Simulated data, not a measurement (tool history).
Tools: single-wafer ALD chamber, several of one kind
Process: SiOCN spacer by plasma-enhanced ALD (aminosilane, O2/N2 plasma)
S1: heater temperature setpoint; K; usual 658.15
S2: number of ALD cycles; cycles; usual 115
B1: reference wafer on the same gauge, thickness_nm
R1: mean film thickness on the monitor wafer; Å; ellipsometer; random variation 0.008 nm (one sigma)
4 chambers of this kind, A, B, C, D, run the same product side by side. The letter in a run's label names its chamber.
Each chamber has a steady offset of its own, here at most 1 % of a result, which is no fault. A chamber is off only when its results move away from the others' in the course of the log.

run    day      S1   S2      B1      R1
 1B  0.225  658.15  115  6.6316  69.201
 2C  0.533  658.15  115  6.6304  69.923
 3A  0.829  658.15  115  6.6278  69.464
 4D  1.121  658.15  115  6.6271  68.862
 5C  1.471  658.15  115  6.6251  70.148
 6B  1.804  668.15  115  6.6249  69.123
 7D  2.025  668.15  115  6.6248  68.768
 8A  2.254  668.15  115  6.6223  69.634
 9B  2.579  668.15  115  6.6224  68.991
10D  2.912  658.15  115  6.6211  68.853
11A  3.329  658.15  115  6.6213  69.676
12C  3.733  658.15  115  6.6172  69.989
13A  3.992  658.15  115  6.6169  69.398
14C  4.321  658.15  115  6.6155  69.930
15D  4.712  658.15  115  6.6125  68.853
16B  5.117  658.15  115  6.6151  68.845
17A  5.312  658.15  115  6.6128  69.457
18B  5.512  658.15  115  6.6135  68.818
19D  5.892  658.15  115  6.6114  68.838
20C  6.292  650.15  115  6.6123  69.891
21C  6.708  650.15  115  6.6104  69.783
22D  6.904  650.15  115  6.6077  68.547
23B  7.125  650.15  115  6.6078  68.885
24A  7.462  658.15  115  6.6073  69.373
     7.633  -- chamber D: thermocouple changed; heater temperature recalibrated
25D  7.804  658.15  115  6.6045  68.698
26A  8.171  658.15  115  6.6038  69.395
27C  8.475  658.15  115  6.6045  69.750
28B  8.854  658.15  115  6.6040  68.814
29B  9.196  658.15  115  6.6012  68.915
30D  9.454  658.15  115  6.6017  68.524
31C  9.850  658.15  115  6.5992  69.616

Is one chamber off against the others, does the gauge drift, or is nothing wrong? If a chamber is off, say which, and what the likeliest cause is.

The gauge drifts, so all chambers seem to drift together. No chamber is off.
Cause: gauge reads low (%) = 0.478.
